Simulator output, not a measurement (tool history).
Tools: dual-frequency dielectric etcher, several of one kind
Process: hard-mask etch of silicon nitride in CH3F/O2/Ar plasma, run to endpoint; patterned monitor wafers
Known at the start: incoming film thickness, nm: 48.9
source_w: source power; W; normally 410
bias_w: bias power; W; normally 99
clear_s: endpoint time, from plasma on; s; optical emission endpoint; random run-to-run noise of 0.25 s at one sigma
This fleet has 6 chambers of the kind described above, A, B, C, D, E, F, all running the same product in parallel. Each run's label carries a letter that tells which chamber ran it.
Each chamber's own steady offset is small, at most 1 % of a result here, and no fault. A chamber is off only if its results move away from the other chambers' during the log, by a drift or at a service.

run	hour	source_w	bias_w	hours since the last wet clean	hours since the last source power generator calibration	hours since the last bias power generator calibration	clear_s
1B	14.5	410	99	251.8	4005.5	2730.3	62.957
2E	24.3	410	99	91.1	3003	2974.9	62.807
3C	38.4	410	99	226.3	63.7	3194.8	63.466
4F	45.8	410	99	135.2	2213.2	2773.6	61.932
5A	59.2	410	99	245.9	481.3	4245.8	63.006
6D	68.7	410	99	416.7	1127.6	283.6	63.5
7B	83.2	410	99	320.5	4074.2	2799	62.289
8C	91.6	410	99	279.5	116.9	3248	63.121
# hour 94.5: chamber C: bias power generator calibrated
9F	98.5	410	99	187.9	2265.9	2826.3	61.754
10E	110	410	99	176.8	3088.7	3060.6	63.592
# hour 112: chamber B: source power generator calibrated
11A	122.5	410	99	309.2	544.6	4309.1	62.974
12D	132.2	410	99	480.2	1191.1	347.1	63.717
13C	139.9	410	99	327.8	165.2	45.5	62.314
14D	151.6	410	99	499.6	1210.5	366.5	63.336
15F	161.4	410	99	250.8	2328.8	2889.2	62.011
16A	172.6	410	99	359.3	594.7	4359.2	62.468
# hour 180.1: chamber D: wet clean of the chamber
17B	187.2	410	99	424.5	75.3	2903	62.072
18E	193.9	490	99	260.7	3172.6	3144.5	59.242
19B	205.6	490	99	442.9	93.7	2921.4	58.817
20E	219.8	490	99	286.6	3198.5	3170.4	59.688
21D	229.9	490	99	49.8	1288.8	444.8	59.275
22C	240.4	490	99	428.3	265.7	146	58.228
23F	252.8	490	99	342.2	2420.2	2980.6	57.879
24A	260.8	410	99	447.5	682.9	4447.4	62.909
25A	274.5	410	99	461.2	696.6	4461.1	62.795
26C	288.8	350	84	476.7	314.1	194.4	69.907
27F	295.2	350	84	384.6	2462.6	3023	69.837
28D	307.2	350	84	127.1	1366.1	522.1	71.163
29B	317.6	350	84	554.9	205.7	3033.4	70.427
30E	327.6	350	84	394.4	3306.3	3278.2	71.7
# hour 328.9: chamber B: wet clean of the chamber
# hour 331.5: chamber A: bias power generator calibrated
31F	339	350	84	428.4	2506.4	3066.8	69.701
32C	346.5	410	99	534.4	371.8	252.1	61.807
33B	356.6	410	99	27.7	244.7	3072.4	62.568
34A	364.9	410	99	551.6	787	33.5	62.647
35E	371.8	410	99	438.6	3350.5	3322.4	63.081
36D	383	370	86	202.9	1441.9	597.9	68.858
# hour 389.6: chamber A: wet clean of the chamber
37A	391.3	370	86	1.7	813.4	59.9	67.735
38E	398.3	370	86	465.1	3377	3348.9	69.655
39D	408.3	370	86	228.2	1467.2	623.2	69.298
40C	420.4	370	86	608.3	445.7	326	66.732
41B	434.3	370	86	105.4	322.4	3150.1	68.589

All 6 chambers run these settings next. Forecast each chamber's results:
42A	444.9	410	115				?
42B	444.9	410	115				?
42C	444.9	410	115				?
42D	444.9	410	115				?
42E	444.9	410	115				?
42F	444.9	410	115				?

run	clear_s
42A	59.201
42B	58.779
42C	58.218
42D	59.533
42E	59.93
42F	58.927
